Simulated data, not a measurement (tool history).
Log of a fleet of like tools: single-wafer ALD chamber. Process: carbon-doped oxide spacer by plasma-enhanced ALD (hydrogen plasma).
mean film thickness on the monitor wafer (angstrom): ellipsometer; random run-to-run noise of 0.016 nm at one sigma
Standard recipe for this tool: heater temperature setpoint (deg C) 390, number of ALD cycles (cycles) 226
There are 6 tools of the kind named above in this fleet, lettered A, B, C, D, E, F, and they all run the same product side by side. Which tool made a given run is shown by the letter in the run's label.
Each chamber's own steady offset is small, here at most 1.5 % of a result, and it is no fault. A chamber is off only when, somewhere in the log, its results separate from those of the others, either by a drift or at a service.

run	hour	heater temperature setpoint (deg C)	number of ALD cycles (cycles)	hours since the last thermocouple change	read-back reference wafer on the same gauge, thickness_nm	mean film thickness on the monitor wafer (angstrom)
1E	7.6	390	226	151.0	10.998	111.800
2D	14.6	390	226	410.8	10.999	112.980
3C	22.4	390	226	1558.6	10.995	112.600
4B	30.0	390	226	1565.3	10.993	112.950
5F	40.5	376	211	969.5	10.991	106.130
6A	51.7	376	211	201.1	10.991	105.610
7A	60.5	376	211	209.9	10.984	105.390
8E	67.5	376	211	210.9	10.983	104.270
9C	75.4	376	211	1611.6	10.989	104.970
10D	84.6	376	211	480.8	10.983	105.580
11F	91.3	390	226	1020.3	10.982	113.660
12B	97.8	390	226	1633.1	10.983	112.810
13E	106.6	390	226	250.0	10.984	111.640
14B	115.1	402	226	1650.4	10.975	111.630
15C	120.3	402	226	1656.5	10.975	111.870
16D	127.9	402	226	524.1	10.970	112.330
17F	135.1	402	226	1064.1	10.974	112.790
18A	141.1	402	226	290.5	10.974	112.050
19E	146.9	402	226	290.3	10.974	110.670
20F	156.9	390	226	1085.9	10.971	113.550
21D	168.2	390	226	564.4	10.967	113.240
22C	176.3	390	226	1712.5	10.968	112.430
23A	181.2	390	226	330.6	10.962	112.670
24B	190.3	390	226	1725.6	10.961	112.360
25E	198.0	390	226	341.4	10.962	111.080
26D	209.3	390	226	605.5	10.961	113.170
27C	217.8	390	226	1754.0	10.955	111.990
28A	226.5	390	226	375.9	10.954	112.840
29B	234.2	390	226	1769.5	10.951	111.830
30F	242.5	390	226	1171.5	10.950	113.010
31D	247.7	377	188	643.9	10.948	93.893
32F	252.8	377	188	1181.8	10.951	94.091
33A	262.8	377	188	412.2	10.952	93.694
34C	270.4	377	188	1806.6	10.945	93.463
35E	281.0	377	188	424.4	10.939	92.503
36B	291.7	377	188	1827.0	10.947	93.164
37E	299.5	390	226	442.9	10.938	111.140
38D	307.5	390	226	703.7	10.941	112.600
39B	316.7	390	226	1852.0	10.935	112.110
40F	324.0	390	226	1253.0	10.940	112.990

Is one chamber out of step, is the gauge drifting, or do the chambers differ by no more than their own small offsets? For an off chamber, give its letter and the likeliest cause.

The shared gauge is drifting. All chambers look as if they move in step, but none is off.
Most likely cause: gauge reads low (%) = 0.599.

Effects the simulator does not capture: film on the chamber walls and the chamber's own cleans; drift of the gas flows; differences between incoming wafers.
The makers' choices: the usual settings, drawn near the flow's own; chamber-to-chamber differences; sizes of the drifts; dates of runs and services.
